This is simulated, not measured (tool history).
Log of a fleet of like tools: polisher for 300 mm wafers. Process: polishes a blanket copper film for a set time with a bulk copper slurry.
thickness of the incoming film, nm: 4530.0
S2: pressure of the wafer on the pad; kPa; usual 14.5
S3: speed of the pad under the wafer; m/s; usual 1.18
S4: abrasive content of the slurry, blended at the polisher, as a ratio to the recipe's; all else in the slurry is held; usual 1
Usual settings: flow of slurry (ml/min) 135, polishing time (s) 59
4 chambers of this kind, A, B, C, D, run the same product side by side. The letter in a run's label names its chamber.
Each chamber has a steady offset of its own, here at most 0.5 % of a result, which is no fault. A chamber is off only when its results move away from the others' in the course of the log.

{"run": "1A", "hour": 3.9, "flow of slurry (ml/min)": 135, "S2": 14.5, "S3": 1.18, "S4": 1, "polishing time (s)": 59, "film removed (Å)": 4735.8}
{"run": "2B", "hour": 9.0, "flow of slurry (ml/min)": 135, "S2": 14.5, "S3": 1.18, "S4": 1, "polishing time (s)": 59, "film removed (Å)": 4848.2}
{"run": "3D", "hour": 14.2, "flow of slurry (ml/min)": 135, "S2": 14.5, "S3": 1.18, "S4": 1, "polishing time (s)": 59, "film removed (Å)": 4842.5}
{"hour": 16.4, "done": "chamber A: slurry nozzle cleaned"}
{"run": "4C", "hour": 16.9, "flow of slurry (ml/min)": 135, "S2": 14.5, "S3": 1.18, "S4": 1, "polishing time (s)": 59, "film removed (Å)": 4924.9}
{"run": "5D", "hour": 22.4, "flow of slurry (ml/min)": 135, "S2": 14.5, "S3": 1.18, "S4": 1, "polishing time (s)": 59, "film removed (Å)": 4961.6}
{"run": "6B", "hour": 25.6, "flow of slurry (ml/min)": 135, "S2": 14.5, "S3": 1.18, "S4": 1, "polishing time (s)": 59, "film removed (Å)": 4847.2}
{"hour": 26.5, "done": "chamber C: worn pad replaced by a new one"}
{"run": "7C", "hour": 31.0, "flow of slurry (ml/min)": 135, "S2": 14.5, "S3": 1.18, "S4": 1, "polishing time (s)": 59, "film removed (Å)": 4944.3}
{"hour": 32.3, "done": "chamber D: slurry nozzle cleaned"}
{"run": "8A", "hour": 34.9, "flow of slurry (ml/min)": 135, "S2": 14.5, "S3": 1.18, "S4": 1, "polishing time (s)": 59, "film removed (Å)": 4777.4}
{"run": "9D", "hour": 38.6, "flow of slurry (ml/min)": 135, "S2": 14.5, "S3": 1.18, "S4": 1, "polishing time (s)": 59, "film removed (Å)": 4733.4}
{"run": "10C", "hour": 43.0, "flow of slurry (ml/min)": 135, "S2": 14.5, "S3": 1.18, "S4": 1, "polishing time (s)": 59, "film removed (Å)": 4776.9}
{"hour": 44.4, "done": "chamber A: worn pad replaced by a new one"}
{"run": "11A", "hour": 47.0, "flow of slurry (ml/min)": 135, "S2": 14.5, "S3": 1.18, "S4": 1, "polishing time (s)": 59, "film removed (Å)": 4845}
{"run": "12B", "hour": 50.0, "flow of slurry (ml/min)": 135, "S2": 14.5, "S3": 1.18, "S4": 1, "polishing time (s)": 59, "film removed (Å)": 4843.4}
{"run": "13D", "hour": 55.5, "flow of slurry (ml/min)": 135, "S2": 14.5, "S3": 1.18, "S4": 1, "polishing time (s)": 59, "film removed (Å)": 4822.6}
{"run": "14C", "hour": 61.1, "flow of slurry (ml/min)": 135, "S2": 14.5, "S3": 1.18, "S4": 1, "polishing time (s)": 59, "film removed (Å)": 4808.6}
{"run": "15B", "hour": 65.0, "flow of slurry (ml/min)": 135, "S2": 14.5, "S3": 1.18, "S4": 1, "polishing time (s)": 59, "film removed (Å)": 4729.8}
{"run": "16A", "hour": 68.1, "flow of slurry (ml/min)": 135, "S2": 14.5, "S3": 1.18, "S4": 1, "polishing time (s)": 59, "film removed (Å)": 4769}
{"hour": 68.4, "done": "chamber B: worn pad replaced by a new one"}
{"run": "17D", "hour": 72.3, "flow of slurry (ml/min)": 135, "S2": 14.5, "S3": 1.18, "S4": 1, "polishing time (s)": 59, "film removed (Å)": 4823.2}
{"run": "18A", "hour": 77.0, "flow of slurry (ml/min)": 135, "S2": 14.5, "S3": 1.18, "S4": 1, "polishing time (s)": 59, "film removed (Å)": 4812.7}
{"hour": 77.2, "done": "chamber D: head pressure recalibrated"}
{"run": "19C", "hour": 79.8, "flow of slurry (ml/min)": 135, "S2": 14.5, "S3": 1.18, "S4": 1, "polishing time (s)": 59, "film removed (Å)": 4727.4}
{"run": "20B", "hour": 83.1, "flow of slurry (ml/min)": 135, "S2": 14.5, "S3": 1.18, "S4": 1, "polishing time (s)": 59, "film removed (Å)": 4838.4}
{"run": "21A", "hour": 85.7, "flow of slurry (ml/min)": 135, "S2": 14.5, "S3": 1.18, "S4": 1, "polishing time (s)": 59, "film removed (Å)": 4740}
{"run": "22B", "hour": 91.2, "flow of slurry (ml/min)": 135, "S2": 14.5, "S3": 1.18, "S4": 1, "polishing time (s)": 59, "film removed (Å)": 4882.8}
{"hour": 94.0, "done": "chamber C: slurry nozzle cleaned"}
{"run": "23D", "hour": 96.8, "flow of slurry (ml/min)": 135, "S2": 11.7, "S3": 1.18, "S4": 1, "polishing time (s)": 59, "film removed (Å)": 4316.9}
{"run": "24C", "hour": 102.2, "flow of slurry (ml/min)": 135, "S2": 11.7, "S3": 1.18, "S4": 1, "polishing time (s)": 59, "film removed (Å)": 3904.6}
{"run": "25D", "hour": 105.2, "flow of slurry (ml/min)": 135, "S2": 11.7, "S3": 1.18, "S4": 1, "polishing time (s)": 59, "film removed (Å)": 4423.7}
{"run": "26A", "hour": 109.9, "flow of slurry (ml/min)": 135, "S2": 11.7, "S3": 1.18, "S4": 1, "polishing time (s)": 59, "film removed (Å)": 3999.3}
{"run": "27B", "hour": 113.4, "flow of slurry (ml/min)": 135, "S2": 14.5, "S3": 1.18, "S4": 1, "polishing time (s)": 59, "film removed (Å)": 4828.4}
{"hour": 114.8, "done": "chamber A: worn pad replaced by a new one"}
{"run": "28C", "hour": 118.8, "flow of slurry (ml/min)": 135, "S2": 14.5, "S3": 1.18, "S4": 1, "polishing time (s)": 59, "film removed (Å)": 4916.2}
{"hour": 122.3, "done": "chamber D: worn pad replaced by a new one"}
{"run": "29C", "hour": 123.2, "flow of slurry (ml/min)": 135, "S2": 14.5, "S3": 1.18, "S4": 1, "polishing time (s)": 59, "film removed (Å)": 4909.7}
{"run": "30B", "hour": 125.7, "flow of slurry (ml/min)": 135, "S2": 14.5, "S3": 1.18, "S4": 1, "polishing time (s)": 59, "film removed (Å)": 4699}
{"run": "31D", "hour": 128.7, "flow of slurry (ml/min)": 135, "S2": 14.5, "S3": 1.18, "S4": 1, "polishing time (s)": 59, "film removed (Å)": 5399}
{"run": "32A", "hour": 133.5, "flow of slurry (ml/min)": 135, "S2": 14.5, "S3": 1.18, "S4": 1, "polishing time (s)": 59, "film removed (Å)": 4758.9}
{"run": "33D", "hour": 137.0, "flow of slurry (ml/min)": 135, "S2": 14.5, "S3": 1.18, "S4": 1, "polishing time (s)": 59, "film removed (Å)": 5404.8}
{"run": "34A", "hour": 141.3, "flow of slurry (ml/min)": 135, "S2": 14.5, "S3": 1.18, "S4": 1, "polishing time (s)": 59, "film removed (Å)": 4866.4}

All 4 chambers run these settings next. Forecast each chamber's results:
{"run": "35A", "hour": 145.4, "flow of slurry (ml/min)": 135, "S2": 14.5, "S3": 1.18, "S4": 0.8, "polishing time (s)": 59, "film removed (Å)": "?"}
{"run": "35B", "hour": 145.4, "flow of slurry (ml/min)": 135, "S2": 14.5, "S3": 1.18, "S4": 0.8, "polishing time (s)": 59, "film removed (Å)": "?"}
{"run": "35C", "hour": 145.4, "flow of slurry (ml/min)": 135, "S2": 14.5, "S3": 1.18, "S4": 0.8, "polishing time (s)": 59, "film removed (Å)": "?"}
{"run": "35D", "hour": 145.4, "flow of slurry (ml/min)": 135, "S2": 14.5, "S3": 1.18, "S4": 0.8, "polishing time (s)": 59, "film removed (Å)": "?"}

run=35A film_removed_(Å)=4617.1
run=35B film_removed_(Å)=4632.1
run=35C film_removed_(Å)=4572.5
run=35D film_removed_(Å)=5116
